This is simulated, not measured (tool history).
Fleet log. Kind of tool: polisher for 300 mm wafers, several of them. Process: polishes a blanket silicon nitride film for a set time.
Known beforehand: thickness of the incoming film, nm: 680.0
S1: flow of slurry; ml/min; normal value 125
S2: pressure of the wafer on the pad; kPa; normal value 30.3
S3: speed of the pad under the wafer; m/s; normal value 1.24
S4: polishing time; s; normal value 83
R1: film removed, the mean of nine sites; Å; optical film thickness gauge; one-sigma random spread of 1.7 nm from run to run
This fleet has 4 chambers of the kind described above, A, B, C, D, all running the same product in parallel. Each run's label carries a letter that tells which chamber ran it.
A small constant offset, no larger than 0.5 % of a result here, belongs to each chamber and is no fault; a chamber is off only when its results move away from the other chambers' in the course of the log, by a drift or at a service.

run   hour   S1    S2    S3  S4      R1
 1B   11.3  125  30.3  1.24  83  1849.7
 2A   25.9  125  30.3  1.24  83  1855.1
      29.3  -- chamber C: slurry nozzle cleaned
 3C   36.1  125  30.3  1.24  83  1858.5
      42.3  -- chamber C: worn pad replaced by a new one
 4D   48.2  125  30.3  1.24  83  1851.4
 5C   58.7  125  30.3  1.24  83  1850.8
 6D   68.4  125  30.3  1.24  83  1835.5
      75.4  -- chamber A: worn pad replaced by a new one
 7B   76.9  125  30.3  1.24  83  1847.6
      83.8  -- chamber B: worn pad replaced by a new one
 8A   88.5  125  30.3  1.24  83  1838.6
 9A   96.5  125  30.3  1.24  83  1848.1
10B  110.0  125  30.3  1.24  83  1842.6
11D  117.8  125  30.3  1.24  83  1860.2
     118.3  -- chamber D: worn pad replaced by a new one
12C  129.0  125  30.3  1.24  83  1862.0
     136.0  -- chamber A: slurry nozzle cleaned
13B  143.7  125  30.3  1.24  83  1812.8
14C  155.2  125  24.1  0.86  83  1106.7
15A  166.5  125  24.1  0.86  83  1100.1
     171.4  -- chamber C: worn pad replaced by a new one
16D  175.8  125  24.1  0.86  83  1113.6
     177.3  -- chamber B: head pressure recalibrated
     181.4  -- chamber B: worn pad replaced by a new one
17A  187.9  125  24.1  0.86  83  1091.6
     199.0  -- chamber A: worn pad replaced by a new one
18D  199.4  125  30.3  1.24  83  1830.7
19B  208.4  125  30.3  1.24  83  1802.9
20C  221.4  125  30.3  1.24  83  1832.7
21B  230.6  125  30.3  1.24  83  1783.4
22D  244.9  125  30.3  1.24  83  1820.1
     246.8  -- chamber A: head pressure recalibrated
23C  253.3  125  30.3  1.24  83  1857.5
24A  266.2  125  30.3  1.24  83  1865.8
     271.3  -- chamber D: worn pad replaced by a new one
25B  273.6  125  30.3  1.24  83  1782.3
     276.3  -- chamber B: worn pad replaced by a new one
26C  286.0  125  20.7  1.24  83  1250.1
27A  296.0  125  20.7  1.24  83  1247.8
28D  308.6  125  20.7  1.24  83  1259.9
     317.1  -- chamber A: worn pad replaced by a new one
29A  319.4  125  20.7  1.24  83  1252.4
30C  328.3  125  30.3  1.24  83  1839.6
31D  337.6  125  30.3  1.24  83  1841.9
32B  352.1  125  30.3  1.24  83  1769.3
33B  359.0  125  30.3  1.24  83  1718.5

Is one chamber off against the others, does the gauge drift, or is nothing wrong? If a chamber is off, say which, and what the likeliest cause is.

One chamber, B, drifts off from the rest bit by bit.
Likeliest cause: slurry flow missing at the pad, % = 23.4.

Chamber B could run next with any of the 4 candidate recipes listed below; each alters the usual settings, and their results appear as question marks. Which one brings its results back in line with what the other chambers deliver on the usual settings?
To be in line, a result may differ from the other chambers' mean on the usual settings by at most: R1 60.0 Å
34B-1  369.7  105  30.3  1.24  83   ?
34B-2  369.7  125  31.0  1.28  83   ?
34B-3  369.7  125  26.9  1.24  83   ?
34B-4  369.7  125  30.3  1.24  93   ?

Usual-settings mean across the other chambers: R1 1840.0 Å
  run      R1
34B-1  1657.4
34B-2  1827.3
34B-3  1539.8
34B-4  1950.3
Change 34B-2 lands the chamber within the allowed miss of the other chambers.
